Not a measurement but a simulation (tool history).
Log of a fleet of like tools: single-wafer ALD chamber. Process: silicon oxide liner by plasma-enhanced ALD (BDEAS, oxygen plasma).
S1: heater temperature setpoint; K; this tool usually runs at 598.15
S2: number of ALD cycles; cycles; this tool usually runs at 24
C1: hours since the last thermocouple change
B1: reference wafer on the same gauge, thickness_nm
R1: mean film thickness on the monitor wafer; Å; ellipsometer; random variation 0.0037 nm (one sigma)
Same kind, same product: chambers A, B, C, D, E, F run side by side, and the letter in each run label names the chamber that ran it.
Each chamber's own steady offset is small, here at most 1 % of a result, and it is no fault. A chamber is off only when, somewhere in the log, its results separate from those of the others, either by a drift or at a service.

{"hour": 8.8, "done": "chamber D: thermocouple changed; heater temperature recalibrated"}
{"run": "1B", "hour": 14.3, "S1": 598.15, "S2": 24, "C1": 646.8, "B1": 1.7802, "R1": 21.522}
{"run": "2A", "hour": 29.0, "S1": 598.15, "S2": 24, "C1": 243.8, "B1": 1.7798, "R1": 21.386}
{"run": "3F", "hour": 43.7, "S1": 598.15, "S2": 24, "C1": 141.8, "B1": 1.7791, "R1": 21.373}
{"run": "4E", "hour": 51.2, "S1": 598.15, "S2": 24, "C1": 2450.5, "B1": 1.7783, "R1": 21.478}
{"run": "5D", "hour": 61.7, "S1": 593.15, "S2": 22, "C1": 52.9, "B1": 1.7785, "R1": 19.931}
{"run": "6C", "hour": 71.4, "S1": 593.15, "S2": 22, "C1": 1159.4, "B1": 1.7772, "R1": 19.934}
{"run": "7B", "hour": 79.3, "S1": 593.15, "S2": 22, "C1": 711.8, "B1": 1.7776, "R1": 19.821}
{"run": "8A", "hour": 88.8, "S1": 593.15, "S2": 22, "C1": 303.6, "B1": 1.7772, "R1": 19.7}
{"run": "9E", "hour": 96.2, "S1": 593.15, "S2": 22, "C1": 2495.5, "B1": 1.7767, "R1": 19.804}
{"run": "10C", "hour": 109.9, "S1": 593.15, "S2": 22, "C1": 1197.9, "B1": 1.7766, "R1": 19.906}
{"run": "11F", "hour": 119.1, "S1": 598.15, "S2": 24, "C1": 217.2, "B1": 1.7759, "R1": 21.442}
{"run": "12D", "hour": 131.9, "S1": 598.15, "S2": 24, "C1": 123.1, "B1": 1.7756, "R1": 21.594}
{"run": "13E", "hour": 143.8, "S1": 598.15, "S2": 24, "C1": 2543.1, "B1": 1.7751, "R1": 21.462}
{"run": "14A", "hour": 156.6, "S1": 602.15, "S2": 24, "C1": 371.4, "B1": 1.7757, "R1": 21.203}
{"run": "15F", "hour": 166.9, "S1": 602.15, "S2": 24, "C1": 265.0, "B1": 1.7747, "R1": 21.292}
{"run": "16B", "hour": 174.8, "S1": 602.15, "S2": 24, "C1": 807.3, "B1": 1.7754, "R1": 21.28}
{"run": "17D", "hour": 183.6, "S1": 602.15, "S2": 24, "C1": 174.8, "B1": 1.7743, "R1": 21.42}
{"run": "18C", "hour": 197.2, "S1": 602.15, "S2": 24, "C1": 1285.2, "B1": 1.7742, "R1": 21.413}
{"run": "19D", "hour": 205.2, "S1": 602.15, "S2": 24, "C1": 196.4, "B1": 1.7737, "R1": 21.432}
{"run": "20C", "hour": 218.1, "S1": 598.15, "S2": 24, "C1": 1306.1, "B1": 1.773, "R1": 21.462}
{"run": "21B", "hour": 231.3, "S1": 598.15, "S2": 24, "C1": 863.8, "B1": 1.7733, "R1": 21.408}
{"run": "22F", "hour": 239.4, "S1": 598.15, "S2": 24, "C1": 337.5, "B1": 1.7716, "R1": 21.383}
{"run": "23E", "hour": 252.3, "S1": 598.15, "S2": 24, "C1": 2651.6, "B1": 1.7727, "R1": 21.375}
{"run": "24A", "hour": 266.1, "S1": 598.15, "S2": 24, "C1": 480.9, "B1": 1.7716, "R1": 21.255}
{"run": "25A", "hour": 273.7, "S1": 598.15, "S2": 24, "C1": 488.5, "B1": 1.772, "R1": 21.291}
{"run": "26C", "hour": 287.0, "S1": 598.15, "S2": 24, "C1": 1375.0, "B1": 1.7714, "R1": 21.541}
{"run": "27B", "hour": 298.9, "S1": 593.15, "S2": 24, "C1": 931.4, "B1": 1.7711, "R1": 21.51}
{"run": "28D", "hour": 313.9, "S1": 593.15, "S2": 24, "C1": 305.1, "B1": 1.7701, "R1": 21.645}
{"run": "29E", "hour": 321.6, "S1": 593.15, "S2": 24, "C1": 2720.9, "B1": 1.7709, "R1": 21.497}
{"run": "30F", "hour": 328.0, "S1": 593.15, "S2": 24, "C1": 426.1, "B1": 1.7699, "R1": 21.426}
{"run": "31A", "hour": 339.1, "S1": 593.15, "S2": 24, "C1": 553.9, "B1": 1.7702, "R1": 21.366}
{"run": "32D", "hour": 353.0, "S1": 593.15, "S2": 24, "C1": 344.2, "B1": 1.7684, "R1": 21.592}
{"run": "33C", "hour": 360.6, "S1": 598.15, "S2": 24, "C1": 1448.6, "B1": 1.7676, "R1": 21.483}
{"run": "34E", "hour": 367.7, "S1": 598.15, "S2": 24, "C1": 2767.0, "B1": 1.769, "R1": 21.337}
{"run": "35F", "hour": 382.2, "S1": 598.15, "S2": 24, "C1": 480.3, "B1": 1.7676, "R1": 21.259}
{"run": "36B", "hour": 393.7, "S1": 598.15, "S2": 24, "C1": 1026.2, "B1": 1.7683, "R1": 21.245}

One chamber off, gauge drift, or nothing amiss beyond the chambers' own small offsets? If it is a chamber, which one, and what is the likeliest cause?

The shared gauge is drifting. All chambers look as if they move in step, but none is off.
Most likely cause: gauge reads low (%) = 0.696.
